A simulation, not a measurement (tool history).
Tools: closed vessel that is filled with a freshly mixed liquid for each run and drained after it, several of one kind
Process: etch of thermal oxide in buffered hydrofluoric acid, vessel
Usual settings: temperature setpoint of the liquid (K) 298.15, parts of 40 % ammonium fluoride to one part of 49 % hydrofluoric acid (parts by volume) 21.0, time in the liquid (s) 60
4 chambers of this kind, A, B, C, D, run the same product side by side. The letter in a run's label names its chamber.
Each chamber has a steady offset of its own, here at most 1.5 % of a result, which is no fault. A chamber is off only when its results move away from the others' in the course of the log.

run   hour  temperature setpoint of the liquid (K)  parts of 40 % ammonium fluoride to one part of 49 % hydrofluoric acid (parts by volume)  time in the liquid (s)  read-back film thickness of the thermal oxide reference wafer, read on the same gauge (nm)  thickness taken off the thermal oxide on a monitor wafer (Å)
 1D    4.1                                  298.15                                                                                     21.0                      60                                                                                      99.996                                                        348.62
 2C    8.6                                  298.15                                                                                     21.0                      60                                                                                      99.994                                                        340.06
 3A   13.5                                  298.15                                                                                     21.0                      60                                                                                     100.020                                                        362.32
 4B   17.4                                  298.15                                                                                     21.0                      60                                                                                     100.010                                                        347.43
 5C   21.0                                  298.15                                                                                     21.0                      60                                                                                      99.991                                                        342.94
 6A   26.3                                  298.15                                                                                     21.0                      60                                                                                     100.000                                                        351.78
 7D   30.1                                  298.15                                                                                     21.0                      60                                                                                     100.010                                                        345.18
 8B   34.7                                  298.15                                                                                     21.0                      60                                                                                     100.010                                                        340.36
 9C   40.0                                  298.15                                                                                     21.0                      60                                                                                     100.000                                                        343.95
10A   43.8                                  298.15                                                                                     21.0                      60                                                                                     100.000                                                        353.28
      46.7  -- chamber C: hydrofluoric acid flow meter replaced
11B   46.7                                  298.15                                                                                     13.5                      60                                                                                      99.992                                                        514.64
12D   50.1                                  298.15                                                                                     13.5                      60                                                                                      99.986                                                        532.28
13B   52.5                                  298.15                                                                                     13.5                      60                                                                                     100.010                                                        510.95
14A   57.4                                  298.15                                                                                     13.5                      60                                                                                      99.990                                                        545.84
15D   62.0                                  298.15                                                                                     21.0                      60                                                                                      99.986                                                        348.55
16C   65.3                                  298.15                                                                                     21.0                      60                                                                                     100.010                                                        345.99
17C   69.8                                  298.15                                                                                     21.0                      60                                                                                     100.000                                                        339.15
18D   72.6                                  296.15                                                                                     21.0                      30                                                                                     100.000                                                        156.28
19B   76.6                                  296.15                                                                                     21.0                      30                                                                                      99.992                                                        147.50
20A   81.3                                  296.15                                                                                     21.0                      30                                                                                      99.996                                                        160.85
      82.2  -- chamber A: hydrofluoric acid flow meter replaced
21A   85.6                                  296.15                                                                                     21.0                      30                                                                                      99.998                                                        157.33
22D   90.9                                  298.15                                                                                     21.0                      60                                                                                      99.995                                                        349.52
23C   94.1                                  298.15                                                                                     21.0                      60                                                                                     100.000                                                        341.58
24B   97.5                                  296.65                                                                                     21.0                      60                                                                                     100.010                                                        298.41
25B  102.2                                  296.65                                                                                     21.0                      60                                                                                      99.999                                                        298.49

Is one chamber off against the others, does the gauge drift, or is nothing wrong? If a chamber is off, say which, and what the likeliest cause is.

Chamber B drifts away from the others.
Cause: hydrofluoric acid flow below the setpoint (%) = 10.1.
The log may not tell that from: liquid colder than its thermometer reads (K).

Here are 4 candidates for chamber B's next run, each the usual settings with a change, their results left as question marks. Which one brings its results back in line with what the others give on the usual settings?
In line means no further than this from the other chambers' mean on the usual settings: thickness taken off the thermal oxide on a monitor wafer (Å) 12.00
26B-1  106.1                                  298.15                                                                                     21.0                      65                                                                                                                                                         ?
26B-2  106.1                                  298.15                                                                                     21.5                      60                                                                                                                                                         ?
26B-3  106.1                                  298.15                                                                                     20.5                      60                                                                                                                                                         ?
26B-4  106.1                                  297.65                                                                                     22.5                      60                                                                                                                                                         ?

The other chambers' mean on the usual settings: thickness taken off the thermal oxide on a monitor wafer (Å) 348.55
  run  thickness taken off the thermal oxide on a monitor wafer (Å)
26B-1                                                        348.60
26B-2                                                        316.69
26B-3                                                        327.08
26B-4                                                        298.80
26B-1 brings the chamber back in line.

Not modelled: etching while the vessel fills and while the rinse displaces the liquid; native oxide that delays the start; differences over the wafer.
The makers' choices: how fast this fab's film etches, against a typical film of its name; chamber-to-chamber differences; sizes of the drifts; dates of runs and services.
